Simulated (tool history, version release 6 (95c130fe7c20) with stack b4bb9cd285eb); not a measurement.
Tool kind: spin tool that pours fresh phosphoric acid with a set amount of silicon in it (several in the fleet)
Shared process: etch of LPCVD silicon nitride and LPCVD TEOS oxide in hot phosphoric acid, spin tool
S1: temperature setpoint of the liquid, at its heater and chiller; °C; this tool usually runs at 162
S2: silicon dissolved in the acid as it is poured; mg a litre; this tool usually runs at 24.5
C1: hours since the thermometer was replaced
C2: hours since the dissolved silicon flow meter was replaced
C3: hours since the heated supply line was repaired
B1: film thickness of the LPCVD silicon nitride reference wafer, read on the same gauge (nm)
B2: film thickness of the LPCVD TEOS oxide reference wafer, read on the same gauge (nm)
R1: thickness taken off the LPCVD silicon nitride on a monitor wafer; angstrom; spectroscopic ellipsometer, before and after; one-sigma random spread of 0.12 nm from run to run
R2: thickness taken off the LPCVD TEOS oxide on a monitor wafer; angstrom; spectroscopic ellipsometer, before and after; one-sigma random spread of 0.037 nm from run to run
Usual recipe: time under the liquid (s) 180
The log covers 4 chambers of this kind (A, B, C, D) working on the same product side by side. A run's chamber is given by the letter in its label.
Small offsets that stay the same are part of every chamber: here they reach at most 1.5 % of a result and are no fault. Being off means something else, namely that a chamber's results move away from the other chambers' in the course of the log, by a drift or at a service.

{"run": "1C", "hour": 10.3, "S1": 162, "S2": 24.5, "time under the liquid (s)": 180, "C1": 1220.1, "C2": 1297.4, "C3": 972.5, "B1": 89.998, "B2": 39.966, "R1": 159.26, "R2": 3.7748}
{"run": "2A", "hour": 20.0, "S1": 162, "S2": 24.5, "time under the liquid (s)": 180, "C1": 383.9, "C2": 428.1, "C3": 969.9, "B1": 89.998, "B2": 40.009, "R1": 161.53, "R2": 4.6043}
{"run": "3D", "hour": 27.0, "S1": 162, "S2": 24.5, "time under the liquid (s)": 180, "C1": 948.0, "C2": 338.9, "C3": 1149.1, "B1": 90.003, "B2": 40.013, "R1": 160.44, "R2": 4.1002}
{"run": "4B", "hour": 35.8, "S1": 162, "S2": 24.5, "time under the liquid (s)": 180, "C1": 521.9, "C2": 672.3, "C3": 1430.2, "B1": 89.992, "B2": 40.025, "R1": 155.8, "R2": 3.9947}
{"run": "5A", "hour": 46.0, "S1": 162, "S2": 24.5, "time under the liquid (s)": 180, "C1": 409.9, "C2": 454.1, "C3": 995.9, "B1": 90.007, "B2": 39.977, "R1": 159.68, "R2": 4.5134}
{"run": "6D", "hour": 55.5, "S1": 162, "S2": 24.5, "time under the liquid (s)": 180, "C1": 976.5, "C2": 367.4, "C3": 1177.6, "B1": 90.025, "B2": 40.007, "R1": 156.18, "R2": 4.1281}
{"run": "7B", "hour": 67.1, "S1": 162, "S2": 24.5, "time under the liquid (s)": 180, "C1": 553.2, "C2": 703.6, "C3": 1461.5, "B1": 89.968, "B2": 39.957, "R1": 155.16, "R2": 5.2894}
{"run": "8C", "hour": 74.4, "S1": 162, "S2": 24.5, "time under the liquid (s)": 180, "C1": 1284.2, "C2": 1361.5, "C3": 1036.6, "B1": 90.008, "B2": 39.931, "R1": 156.84, "R2": 4.345}
{"run": "9C", "hour": 85.3, "S1": 162, "S2": 24.5, "time under the liquid (s)": 180, "C1": 1295.1, "C2": 1372.4, "C3": 1047.5, "B1": 90.029, "B2": 40.012, "R1": 157.55, "R2": 4.6656}
{"run": "10A", "hour": 94.9, "S1": 162, "S2": 24.5, "time under the liquid (s)": 180, "C1": 458.8, "C2": 503.0, "C3": 1044.8, "B1": 90.02, "B2": 39.998, "R1": 158.56, "R2": 4.2561}
{"run": "11D", "hour": 104.4, "S1": 162, "S2": 24.5, "time under the liquid (s)": 180, "C1": 1025.4, "C2": 416.3, "C3": 1226.5, "B1": 89.987, "B2": 40.044, "R1": 158.53, "R2": 3.9176}
{"run": "12B", "hour": 113.0, "S1": 162, "S2": 24.5, "time under the liquid (s)": 180, "C1": 599.1, "C2": 749.5, "C3": 1507.4, "B1": 90.009, "B2": 39.996, "R1": 154.62, "R2": 5.0624}
{"run": "13A", "hour": 122.4, "S1": 162, "S2": 24.5, "time under the liquid (s)": 180, "C1": 486.3, "C2": 530.5, "C3": 1072.3, "B1": 90.022, "B2": 40.004, "R1": 157.87, "R2": 4.7579}
{"run": "14C", "hour": 131.9, "S1": 162, "S2": 24.5, "time under the liquid (s)": 180, "C1": 1341.7, "C2": 1419.0, "C3": 1094.1, "B1": 89.989, "B2": 39.959, "R1": 157.19, "R2": 4.1634}
{"run": "15D", "hour": 139.0, "S1": 162, "S2": 24.5, "time under the liquid (s)": 180, "C1": 1060.0, "C2": 450.9, "C3": 1261.1, "B1": 90.008, "B2": 39.966, "R1": 159.65, "R2": 4.0504}
{"run": "16B", "hour": 148.8, "S1": 162, "S2": 24.5, "time under the liquid (s)": 180, "C1": 634.9, "C2": 785.3, "C3": 1543.2, "B1": 89.966, "B2": 39.993, "R1": 151.63, "R2": 3.7752}
{"run": "17A", "hour": 155.4, "S1": 162, "S2": 24.5, "time under the liquid (s)": 180, "C1": 519.3, "C2": 563.5, "C3": 1105.3, "B1": 90.016, "B2": 40.053, "R1": 160.9, "R2": 5.1059}
{"run": "18B", "hour": 161.5, "S1": 162, "S2": 24.5, "time under the liquid (s)": 180, "C1": 647.6, "C2": 798.0, "C3": 1555.9, "B1": 90.012, "B2": 40.022, "R1": 153.95, "R2": 4.2306}
{"run": "19D", "hour": 169.1, "S1": 162, "S2": 24.5, "time under the liquid (s)": 110, "C1": 1090.1, "C2": 481.0, "C3": 1291.2, "B1": 90.003, "B2": 40.011, "R1": 97.193, "R2": 2.4846}
{"run": "20C", "hour": 180.6, "S1": 162, "S2": 24.5, "time under the liquid (s)": 110, "C1": 1390.4, "C2": 1467.7, "C3": 1142.8, "B1": 89.987, "B2": 39.957, "R1": 96.526, "R2": 2.5731}
{"run": "21C", "hour": 188.8, "S1": 162, "S2": 24.5, "time under the liquid (s)": 110, "C1": 1398.6, "C2": 1475.9, "C3": 1151.0, "B1": 90.014, "B2": 40.032, "R1": 95.814, "R2": 2.3508}
{"run": "22B", "hour": 196.4, "S1": 162, "S2": 24.5, "time under the liquid (s)": 110, "C1": 682.5, "C2": 832.9, "C3": 1590.8, "B1": 89.997, "B2": 39.961, "R1": 93.161, "R2": 2.4539}
{"run": "23A", "hour": 206.2, "S1": 162, "S2": 24.5, "time under the liquid (s)": 180, "C1": 570.1, "C2": 614.3, "C3": 1156.1, "B1": 90.016, "B2": 39.995, "R1": 159.03, "R2": 4.5568}
{"run": "24D", "hour": 212.7, "S1": 162, "S2": 16.0, "time under the liquid (s)": 180, "C1": 1133.7, "C2": 524.6, "C3": 1334.8, "B1": 89.994, "B2": 40.005, "R1": 158.68, "R2": 5.5512}
{"run": "25C", "hour": 220.1, "S1": 162, "S2": 16.0, "time under the liquid (s)": 180, "C1": 1429.9, "C2": 1507.2, "C3": 1182.3, "B1": 90.032, "B2": 39.975, "R1": 158.29, "R2": 6.0382}
{"run": "26A", "hour": 227.8, "S1": 162, "S2": 16.0, "time under the liquid (s)": 180, "C1": 591.7, "C2": 635.9, "C3": 1177.7, "B1": 89.993, "B2": 39.974, "R1": 160.83, "R2": 5.2928}
{"run": "27D", "hour": 237.2, "S1": 162, "S2": 16.0, "time under the liquid (s)": 180, "C1": 1158.2, "C2": 549.1, "C3": 1359.3, "B1": 89.998, "B2": 40.014, "R1": 156.58, "R2": 5.2687}
{"run": "28B", "hour": 248.7, "S1": 162, "S2": 24.5, "time under the liquid (s)": 180, "C1": 734.8, "C2": 885.2, "C3": 1643.1, "B1": 90.026, "B2": 40.03, "R1": 150.11, "R2": 3.6661}
{"run": "29A", "hour": 254.4, "S1": 162, "S2": 24.5, "time under the liquid (s)": 180, "C1": 618.3, "C2": 662.5, "C3": 1204.3, "B1": 89.973, "B2": 39.988, "R1": 158.37, "R2": 4.1264}
{"run": "30D", "hour": 266.4, "S1": 162, "S2": 24.5, "time under the liquid (s)": 180, "C1": 1187.4, "C2": 578.3, "C3": 1388.5, "B1": 90.014, "B2": 39.983, "R1": 156.97, "R2": 4.3855}

All 4 chambers run these settings next. Forecast each chamber's results:
{"run": "31A", "hour": 275.1, "S1": 162, "S2": 24.5, "time under the liquid (s)": 180, "R1": "?", "R2": "?"}
{"run": "31B", "hour": 275.1, "S1": 162, "S2": 24.5, "time under the liquid (s)": 180, "R1": "?", "R2": "?"}
{"run": "31C", "hour": 275.1, "S1": 162, "S2": 24.5, "time under the liquid (s)": 180, "R1": "?", "R2": "?"}
{"run": "31D", "hour": 275.1, "S1": 162, "S2": 24.5, "time under the liquid (s)": 180, "R1": "?", "R2": "?"}

run=31A R1=159.270 R2=4.2703
run=31B R1=147.440 R2=3.6208
run=31C R1=159.070 R2=4.7168
run=31D R1=157.900 R2=4.4583

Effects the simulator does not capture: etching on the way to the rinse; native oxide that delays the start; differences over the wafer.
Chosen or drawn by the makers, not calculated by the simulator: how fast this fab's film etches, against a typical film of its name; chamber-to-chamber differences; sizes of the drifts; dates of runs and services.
